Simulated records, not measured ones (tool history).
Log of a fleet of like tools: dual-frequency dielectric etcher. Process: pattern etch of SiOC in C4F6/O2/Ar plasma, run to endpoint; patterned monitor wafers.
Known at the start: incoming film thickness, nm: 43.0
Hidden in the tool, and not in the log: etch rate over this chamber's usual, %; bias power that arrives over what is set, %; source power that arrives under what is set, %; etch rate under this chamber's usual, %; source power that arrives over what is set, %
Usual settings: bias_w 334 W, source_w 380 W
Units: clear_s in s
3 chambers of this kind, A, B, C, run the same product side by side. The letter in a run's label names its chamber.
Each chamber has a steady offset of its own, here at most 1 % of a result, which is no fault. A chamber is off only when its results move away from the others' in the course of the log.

run   hour  bias_w  source_w  hours since the last wet clean  hours since the last bias power generator calibration  hours since the last source power generator calibration  clear_s
 1A   12.9     334       380                           494.8                                                 1602.0                                                   2240.8   17.080
 2B   24.1     334       380                           214.7                                                  710.6                                                   1033.2   17.278
 3C   31.8     334       380                           428.9                                                  291.1                                                   1461.7   17.345
 4C   38.7     334       380                           435.8                                                  298.0                                                   1468.6   17.234
 5A   50.2     334       380                           532.1                                                 1639.3                                                   2278.1   17.102
      61.8  -- chamber A: wet clean of the chamber
 6B   62.0     334       380                           252.6                                                  748.5                                                   1071.1   17.224
 7B   75.4     334       380                           266.0                                                  761.9                                                   1084.5   17.165
      80.6  -- chamber C: wet clean of the chamber
 8A   82.6     254       310                            20.8                                                 1671.7                                                   2310.5   20.257
      83.1  -- chamber A: source power generator calibrated
 9C   97.4     254       310                            16.9                                                  356.7                                                   1527.3   20.503
10B  107.0     254       310                           297.6                                                  793.5                                                   1116.1   20.335
11C  118.1     334       380                            37.6                                                  377.4                                                   1548.0   17.217
12A  126.4     334       380                            64.6                                                 1715.5                                                     43.4   17.000
     135.0  -- chamber B: wet clean of the chamber
13A  141.4     334       380                            79.6                                                 1730.5                                                     58.4   17.029
14C  151.9     334       380                            71.4                                                  411.2                                                   1581.8   17.199
15B  162.5     334       380                            27.5                                                  849.0                                                   1171.6   17.909
16A  171.5     334       380                           109.7                                                 1760.6                                                     88.5   17.179
17C  181.3     334       380                           100.8                                                  440.6                                                   1611.2   17.278
18B  196.4     334       380                            61.4                                                  882.9                                                   1205.5   17.802
19B  211.5     334       380                            76.5                                                  898.0                                                   1220.6   17.911
20A  224.8     297       280                           163.0                                                 1813.9                                                    141.8   20.007
21C  238.1     297       280                           157.6                                                  497.4                                                   1668.0   20.209
22A  246.8     297       280                           185.0                                                 1835.9                                                    163.8   19.875
23C  258.0     334       380                           177.5                                                  517.3                                                   1687.9   17.169
24B  269.0     334       380                           134.0                                                  955.5                                                   1278.1   17.883
25B  275.8     334       380                           140.8                                                  962.3                                                   1284.9   17.879
26A  289.9     262       380                           228.1                                                 1879.0                                                    206.9   18.535
27C  300.4     262       380                           219.9                                                  559.7                                                   1730.3   18.705
28C  307.2     262       380                           226.7                                                  566.5                                                   1737.1   18.720
29A  314.3     334       380                           252.5                                                 1903.4                                                    231.3   17.010
30B  321.9     334       380                           186.9                                                 1008.4                                                   1331.0   17.887

Next, every chamber runs the same settings. What will each give?
31A  332.9     334       460                                                                                                                                                        ?
31B  332.9     334       460                                                                                                                                                        ?
31C  332.9     334       460                                                                                                                                                        ?

run  clear_s
31A   15.888
31B   16.551
31C   16.008
